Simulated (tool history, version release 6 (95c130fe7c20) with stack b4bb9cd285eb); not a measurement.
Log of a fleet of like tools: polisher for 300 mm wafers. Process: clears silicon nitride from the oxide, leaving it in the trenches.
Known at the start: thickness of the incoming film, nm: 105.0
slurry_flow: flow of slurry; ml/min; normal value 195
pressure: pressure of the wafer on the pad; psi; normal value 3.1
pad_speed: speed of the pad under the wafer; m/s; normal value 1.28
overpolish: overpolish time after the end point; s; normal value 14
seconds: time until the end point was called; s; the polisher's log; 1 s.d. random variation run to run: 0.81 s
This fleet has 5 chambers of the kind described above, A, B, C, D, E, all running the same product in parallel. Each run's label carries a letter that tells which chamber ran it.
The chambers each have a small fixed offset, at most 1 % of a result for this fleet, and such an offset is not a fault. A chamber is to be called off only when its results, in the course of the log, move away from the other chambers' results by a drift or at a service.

run	hour	slurry_flow	pressure	pad_speed	overpolish	wafers polished on this pad	hours since the slurry nozzle was cleaned	hours since the head pressure was calibrated	seconds
1E	7.7	195	3.1	1.28	14	285	214.2	446.6	70.211
# hour 14.6: chamber D: worn pad replaced by a new one
2A	14.8	195	3.1	1.28	14	936	107.6	362.8	69.196
3B	22	195	3.1	1.28	14	1274	284.1	78	69.159
# hour 25: chamber C: head pressure recalibrated
4C	29.6	195	3.1	1.28	14	252	105	4.6	70.187
5D	38.7	195	3.1	1.28	14	186	456.9	702.9	71.372
# hour 38.9: chamber B: worn pad replaced by a new one
6E	43	195	3.1	1.28	14	557	249.5	481.9	69.546
# hour 51.3: chamber E: slurry nozzle cleaned
7D	52	195	3.1	1.28	14	289	470.2	716.2	69.797
8C	56	195	3.1	1.28	14	456	131.4	31	69.803
# hour 63.7: chamber A: worn pad replaced by a new one
9A	65	195	3.1	1.28	14	10	157.8	413	68.422
10B	70.3	195	3.1	1.28	14	242	332.4	126.3	69.839
# hour 74.7: chamber B: slurry nozzle cleaned
11D	76	195	3.1	1.28	14	474	494.2	740.2	69.501
12C	84.2	195	3.1	1.28	14	673	159.6	59.2	68.132
13B	88.5	195	3.1	1.28	14	382	13.8	144.5	68.724
14A	93	195	3.1	1.28	14	226	185.8	441	71.388
15E	98.6	195	3.1	1.28	14	987	47.3	537.5	69.209
# hour 104.7: chamber D: worn pad replaced by a new one
16E	107.5	160	3.1	1.28	14	1055	56.2	546.4	69.688
17C	113.6	160	3.1	1.28	14	900	189	88.6	71.026
# hour 117.5: chamber E: worn pad replaced by a new one
18D	122	160	3.1	1.28	14	134	540.2	786.2	71.526
# hour 126.5: chamber A: head pressure recalibrated
19B	130.2	160	3.1	1.28	14	704	55.5	186.2	71.604
20A	138.9	160	3.1	1.28	14	581	231.7	12.5	69.689
21A	144.9	195	3.1	1.28	14	627	237.7	18.5	69.799
# hour 147.3: chamber D: slurry nozzle cleaned
22C	153.9	195	3.1	1.5	19	1211	229.3	128.9	59.16
# hour 161.7: chamber C: worn pad replaced by a new one
23D	162.3	195	3.1	1.5	19	445	15	826.5	60.383
24E	167.3	195	3.1	1.5	19	384	116	606.2	55.626
25B	174.1	195	3.1	1.5	19	1043	99.4	230.1	60.205
26C	178.1	195	3.1	1.5	19	126	253.5	153.1	58.013
27E	186.4	195	3.1	1.28	14	532	135.1	625.3	64.907
# hour 189.1: chamber D: worn pad replaced by a new one
28D	193.2	195	3.1	1.28	14	31	45.9	857.4	71.302
29A	200.6	195	3.1	1.28	14	1057	293.4	74.2	70.121
30B	206.4	195	3.1	1.28	14	1292	131.7	262.4	69.402
# hour 210.7: chamber B: worn pad replaced by a new one
31A	211.8	240	3.1	0.96	14	1143	304.6	85.4	90.854
32E	220.1	240	3.1	0.96	14	792	168.8	659	83.252
33B	226.4	240	3.1	0.96	14	121	151.7	282.4	89.933
34C	234.9	240	3.1	0.96	14	565	310.3	209.9	88.707
35D	240.8	240	3.1	0.96	14	399	93.5	905	91.288
36B	244.9	195	3.1	1.28	14	264	170.2	300.9	69.28
37D	253.9	195	3.1	1.28	14	500	106.6	918.1	71.148

Which is it: a chamber that has drifted or been left off by a service, a gauge drift common to all chambers, or only each chamber's usual small offset? If a chamber is off, name it and its likeliest cause.

Chamber E drifts away from the others.
Cause: head's pressure above its setpoint, % = 11.4.

Chamber E could run next with any of the 4 candidate recipes listed below; each alters the usual settings, and their results appear as question marks. Which one brings its results back in line with what the other chambers deliver on the usual settings?
Maximum distance from the other chambers' mean on the usual settings for a result to count as in line: seconds 2.9 s
38E-1	260.4	195	3.3	1.34	14				?
38E-2	260.4	195	2.9	1.22	14				?
38E-3	260.4	195	3.1	1.3	14				?
38E-4	260.4	155	3.1	1.28	14				?

Mean of the other chambers on the usual settings: seconds 69.955 s
run	seconds
38E-1	56.191
38E-2	70.052
38E-3	61.589
38E-4	64.752
The answer is 38E-2, which returns the chamber to within the allowed miss of the others.

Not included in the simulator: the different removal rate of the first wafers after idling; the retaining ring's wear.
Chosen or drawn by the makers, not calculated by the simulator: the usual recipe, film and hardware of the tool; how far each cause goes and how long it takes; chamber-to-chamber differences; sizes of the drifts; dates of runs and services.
